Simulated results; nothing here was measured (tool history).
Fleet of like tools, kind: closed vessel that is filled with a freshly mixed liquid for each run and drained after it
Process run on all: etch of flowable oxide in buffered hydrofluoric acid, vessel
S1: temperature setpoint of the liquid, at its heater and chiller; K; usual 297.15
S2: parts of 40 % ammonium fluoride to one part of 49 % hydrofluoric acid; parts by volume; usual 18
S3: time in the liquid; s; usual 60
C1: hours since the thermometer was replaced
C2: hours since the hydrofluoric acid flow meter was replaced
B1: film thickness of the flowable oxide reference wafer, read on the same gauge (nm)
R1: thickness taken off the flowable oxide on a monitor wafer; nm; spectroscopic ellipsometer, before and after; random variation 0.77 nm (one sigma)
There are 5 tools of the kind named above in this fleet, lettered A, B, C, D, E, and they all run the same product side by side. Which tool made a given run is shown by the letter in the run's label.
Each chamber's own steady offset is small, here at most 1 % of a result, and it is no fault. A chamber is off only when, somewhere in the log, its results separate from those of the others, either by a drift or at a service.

run   hour      S1  S2  S3      C1      C2      B1      R1
 1C    3.4  297.15  18  60    65.2   949.7     140  122.78
 2E    6.5  297.15  18  60    1474   261.9  139.96  124.05
 3A    9.9  297.15  18  60  2133.7   331.1  139.97  124.78
 4D   13.6  297.15  18  60  2157.5     691  139.95  124.82
 5B   17.2  297.15  18  60  1716.7  1461.1  140.01  124.09
 6E   22.1  297.15  18  60  1489.6   277.5  140.03   122.6
 7D     25  297.15  18  60  2168.9   702.4  140.06  123.66
 8A   27.7  297.15  18  60  2151.5   348.9  140.04  124.85
 9C   31.8  297.15  18  60    93.6   978.1  139.98  122.54
      34.3  -- chamber A: thermometer replaced
10B   34.6  297.15  18  60  1734.1  1478.5  140.04  123.74
11D   37.1  297.15  18  60    2181   714.5  139.99  125.65
      38.9  -- chamber B: hydrofluoric acid flow meter replaced
12A   40.7  297.15  18  60     6.4   361.9  139.99  124.87
13E   45.3  297.15  18  60  1512.8   300.7  140.02  125.24
14B   49.3  297.15  18  60  1748.8    10.5  140.02  123.47
15C   53.3  297.15  18  60   115.1   999.6  139.99  122.57
16E   56.6  297.15  18  60  1524.1     312  139.98  124.01
17C   59.3  297.15  18  60   121.1  1005.6  140.02  123.17
18D   62.3  297.15  18  60  2206.2   739.7  140.02  122.08
19A   65.5  297.15  18  70    31.2   386.7     140  144.79
20B     69  297.15  18  70  1768.5    30.2  139.99  145.03
21A   74.1  297.15  18  70    39.8   395.3  139.98  144.62
22D   77.1  297.15  18  70    2221   754.5     140  141.06
23B   79.9  297.15  18  70  1779.4    41.1  139.98  145.57
24E     84  297.15  18  60  1551.5   339.4  139.98  124.12
25C   87.2  297.15  18  60     149  1033.5  140.01  122.53
26E   90.8  297.15  18  60  1558.3   346.2  139.99   124.8
27D   95.5  297.15  18  60  2239.4   772.9  139.99  120.19
28A  100.6  297.15  18  60    66.3   421.8  140.06  123.99
29B  104.4  297.15  18  60  1803.9    65.6  140.01  124.81
30C  108.9  297.15  18  60   170.7  1055.2     140  123.19
31A  112.8  297.15  18  60    78.5     434  139.97   124.5
32D  117.1  297.15  18  60    2261   794.5     140  119.64

Is one chamber out of step, is the gauge drifting, or do the chambers differ by no more than their own small offsets? For an off chamber, give its letter and the likeliest cause.

Little by little, chamber D moves away from the other chambers.
Most likely cause: hydrofluoric acid flow below the setpoint (%) = 4.03.
The log may not separate it from: liquid colder than its thermometer reads (K).

Here are 4 candidates for chamber D's next run, each the usual settings with a change, their results left as question marks. Which one brings its results back in line with what the others give on the usual settings?
In line here means within this much of the mean the other chambers give on the usual settings: R1 2.7 nm
33D-1  120.8  297.15    18  65               ?
33D-2  120.8  297.15  17.5  60               ?
33D-3  120.8  297.15  18.5  60               ?
33D-4  120.8  296.65    19  60               ?

What the other chambers average on the usual settings: R1 123.69 nm
  run      R1
33D-1  129.28
33D-2  122.73
33D-3  116.13
33D-4  110.03
33D-2 puts the chamber back in line with the other chambers.

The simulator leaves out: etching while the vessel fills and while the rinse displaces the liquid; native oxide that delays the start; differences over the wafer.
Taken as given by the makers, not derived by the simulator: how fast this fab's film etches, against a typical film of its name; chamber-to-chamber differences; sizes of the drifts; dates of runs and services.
